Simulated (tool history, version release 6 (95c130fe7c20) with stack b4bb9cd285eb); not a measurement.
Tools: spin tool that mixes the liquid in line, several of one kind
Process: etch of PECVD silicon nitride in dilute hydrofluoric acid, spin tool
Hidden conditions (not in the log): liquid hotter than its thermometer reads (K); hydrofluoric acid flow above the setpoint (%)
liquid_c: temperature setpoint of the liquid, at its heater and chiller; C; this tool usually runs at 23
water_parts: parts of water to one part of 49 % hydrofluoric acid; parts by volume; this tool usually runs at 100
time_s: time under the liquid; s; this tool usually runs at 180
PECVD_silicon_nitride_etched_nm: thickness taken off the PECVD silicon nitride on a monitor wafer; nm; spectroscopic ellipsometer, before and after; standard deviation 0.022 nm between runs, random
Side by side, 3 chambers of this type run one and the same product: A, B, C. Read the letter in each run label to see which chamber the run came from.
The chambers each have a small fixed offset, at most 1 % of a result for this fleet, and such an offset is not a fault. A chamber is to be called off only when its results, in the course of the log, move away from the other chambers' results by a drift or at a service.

| run | hour | liquid_c | water_parts | time_s | hours since the thermometer was replaced | hours since the hydrofluoric acid flow meter was replaced | read-back film thickness of the PECVD silicon nitride reference wafer, read on the same gauge (nm) | PECVD_silicon_nitride_etched_nm |
|---|---|---|---|---|---|---|---|---|
| 1A | 7.3 | 23 | 100 | 180 | 594.9 | 1292.5 | 119.99 | 3.0947 |
| 2B | 17.1 | 23 | 100 | 180 | 1678.8 | 295.2 | 120.01 | 3.0473 |
| 3C | 26.3 | 23 | 100 | 180 | 131.8 | 872.8 | 120.02 | 3.0024 |
| 4B | 34.6 | 23 | 100 | 180 | 1696.3 | 312.7 | 119.99 | 3.0716 |
| 5C | 44.6 | 24.5 | 100 | 105 | 150.1 | 891.1 | 119.98 | 1.9713 |
|  | 45.6 | chamber A: thermometer replaced |
| 6A | 57.5 | 24.5 | 100 | 105 | 12 | 1342.7 | 119.97 | 1.9751 |
| 7B | 69.5 | 24.5 | 100 | 105 | 1731.2 | 347.6 | 120 | 1.943 |
| 8A | 79.7 | 23 | 100 | 180 | 34.2 | 1364.9 | 119.98 | 3.0746 |
| 9C | 92.8 | 23 | 100 | 180 | 198.3 | 939.3 | 120 | 2.996 |
| 10B | 99.1 | 23 | 100 | 180 | 1760.8 | 377.2 | 119.97 | 3.0579 |
| 11C | 110 | 23 | 100 | 180 | 215.5 | 956.5 | 120 | 3.0657 |
| 12A | 121.2 | 23 | 100 | 180 | 75.7 | 1406.4 | 119.98 | 3.0778 |
| 13C | 130.7 | 23 | 100 | 180 | 236.2 | 977.2 | 120.02 | 3.0142 |
| 14B | 139.6 | 23 | 100 | 180 | 1801.3 | 417.7 | 120.04 | 2.9877 |
| 15A | 151.9 | 23 | 100 | 180 | 106.4 | 1437.1 | 120.02 | 3.0788 |
| 16A | 158.7 | 23 | 100 | 180 | 113.2 | 1443.9 | 120.02 | 3.0495 |
| 17C | 171.4 | 23 | 100 | 280 | 276.9 | 1017.9 | 119.99 | 4.6851 |
| 18B | 178.4 | 23 | 100 | 280 | 1840.1 | 456.5 | 119.99 | 4.7412 |
| 19C | 185.2 | 23 | 100 | 280 | 290.7 | 1031.7 | 120.02 | 4.7122 |
| 20A | 197.5 | 23 | 100 | 180 | 152 | 1482.7 | 120.02 | 3.0453 |
| 21B | 208.9 | 23 | 100 | 180 | 1870.6 | 487 | 120.03 | 3.0157 |
| 22B | 217.8 | 23 | 100 | 180 | 1879.5 | 495.9 | 120.01 | 3.0103 |
| 23A | 230.6 | 23 | 100 | 180 | 185.1 | 1515.8 | 120.01 | 3.0357 |
| 24C | 237.7 | 23 | 100 | 180 | 343.2 | 1084.2 | 119.97 | 3.0281 |
| 25A | 243.6 | 23 | 100 | 180 | 198.1 | 1528.8 | 120.02 | 3.056 |
| 26B | 255.7 | 23 | 100 | 180 | 1917.4 | 533.8 | 119.99 | 3.0683 |
| 27C | 263.6 | 23 | 100 | 180 | 369.1 | 1110.1 | 119.98 | 2.9843 |
| 28A | 275.3 | 23 | 100 | 180 | 229.8 | 1560.5 | 119.99 | 3.0618 |
| 29B | 283.6 | 23 | 100 | 180 | 1945.3 | 561.7 | 119.99 | 3.0486 |
| 30C | 291.1 | 23 | 100 | 180 | 396.6 | 1137.6 | 119.99 | 3.0073 |
| 31C | 303.5 | 23 | 100 | 180 | 409 | 1150 | 120.02 | 3.006 |
| 32A | 313 | 26 | 100 | 180 | 267.5 | 1598.2 | 119.99 | 3.7718 |
|  | 317.1 | chamber B: thermometer replaced |
| 33B | 325.2 | 26 | 100 | 180 | 8.1 | 603.3 | 119.99 | 3.7439 |
| 34A | 335.5 | 26 | 100 | 180 | 290 | 1620.7 | 119.99 | 3.7 |
| 35B | 343.7 | 23 | 100 | 180 | 26.6 | 621.8 | 119.99 | 2.9974 |
| 36C | 357.1 | 23 | 100 | 180 | 462.6 | 1203.6 | 120.02 | 3.0226 |
| 37A | 368.2 | 23 | 100 | 180 | 322.7 | 1653.4 | 120.02 | 3.0363 |
|  | 379.5 | chamber A: hydrofluoric acid flow meter replaced |
| 38B | 380.7 | 23 | 100 | 180 | 63.6 | 658.8 | 120 | 3.0255 |
| 39C | 394.1 | 23 | 65 | 135 | 499.6 | 1240.6 | 119.98 | 3.5056 |
| 40C | 400.8 | 23 | 65 | 135 | 506.3 | 1247.3 | 120.01 | 3.494 |
| 41B | 413.4 | 23 | 65 | 135 | 96.3 | 691.5 | 120 | 3.5565 |
| 42A | 426.3 | 23 | 100 | 90 | 380.8 | 46.8 | 120.01 | 1.5385 |
| 43C | 438.9 | 23 | 100 | 90 | 544.4 | 1285.4 | 120 | 1.519 |

What goes on in this fleet: one chamber off, a drifting gauge, or nothing beyond the chambers' own small offsets? Name the chamber and the cause, if any.

Nothing is wrong: each chamber keeps only its own small, steady offset and the gauge holds still.
